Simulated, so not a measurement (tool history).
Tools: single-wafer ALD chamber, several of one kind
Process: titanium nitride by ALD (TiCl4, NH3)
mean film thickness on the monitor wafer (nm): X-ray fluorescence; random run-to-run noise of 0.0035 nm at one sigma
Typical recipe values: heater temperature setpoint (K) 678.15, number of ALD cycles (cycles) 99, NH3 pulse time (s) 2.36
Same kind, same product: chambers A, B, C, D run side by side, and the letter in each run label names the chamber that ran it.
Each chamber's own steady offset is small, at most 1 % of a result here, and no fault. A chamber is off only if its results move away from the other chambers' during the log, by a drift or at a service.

run,hour,heater temperature setpoint (K),number of ALD cycles (cycles),NH3 pulse time (s),"read-back reference wafer on the same gauge, thickness_nm",mean film thickness on the monitor wafer (nm)
1B,5.7,678.15,99,2.36,2.6299,2.2018
2C,13,678.15,99,2.36,2.6293,2.2031
3D,23.2,678.15,99,2.36,2.6295,2.1858
4A,34.4,678.15,99,2.36,2.6282,2.1947
5C,44.2,678.15,99,2.36,2.6276,2.205
6B,53,678.15,99,2.36,2.6267,2.2002
7D,62.6,678.15,99,2.36,2.6274,2.1808
8A,73.7,678.15,99,2.36,2.6245,2.1908
9B,84.1,678.15,99,2.36,2.6245,2.1965
# hour 90.2: chamber C: thermocouple changed; heater temperature recalibrated
10D,93.5,678.15,99,2.36,2.6241,2.1789
11C,105.7,678.15,99,2.36,2.6238,2.1968
12A,113.5,678.15,88,2.36,2.6228,1.9512
13C,119.2,678.15,88,2.36,2.623,1.9575
14A,126.6,678.15,88,2.36,2.6239,1.9458
15D,137.4,678.15,88,2.36,2.622,1.936
16B,147.3,678.15,99,2.36,2.6222,2.1946
17B,158.7,678.15,99,3.22,2.6203,2.2132
18A,166.8,678.15,99,3.22,2.6194,2.2106
19D,174.1,678.15,99,3.22,2.6201,2.1912
20C,186.2,678.15,99,3.22,2.6193,2.2184
21D,192.5,678.15,99,2.36,2.6191,2.1727
22A,203.1,678.15,99,2.36,2.6175,2.1833
23C,212.2,678.15,99,2.36,2.6177,2.1912
24B,221.5,678.15,99,3.09,2.6165,2.2119
25B,232.5,678.15,99,3.09,2.6159,2.2045
26D,243.7,678.15,99,3.09,2.6161,2.1877
27C,254,678.15,99,3.09,2.6152,2.2202
28A,266.1,678.15,99,2.36,2.6158,2.1864
29A,277.1,678.15,114,2.66,2.6144,2.5262
30C,284.8,678.15,114,2.66,2.6135,2.5388
31D,291.9,678.15,114,2.66,2.6139,2.5128

Is one chamber off against the others, does the gauge drift, or is nothing wrong? If a chamber is off, say which, and what the likeliest cause is.

No chamber is off; the gauge reading every chamber's wafers drifts, which makes the whole fleet appear to move together.
Likeliest cause: gauge reads low (%) = 0.657.
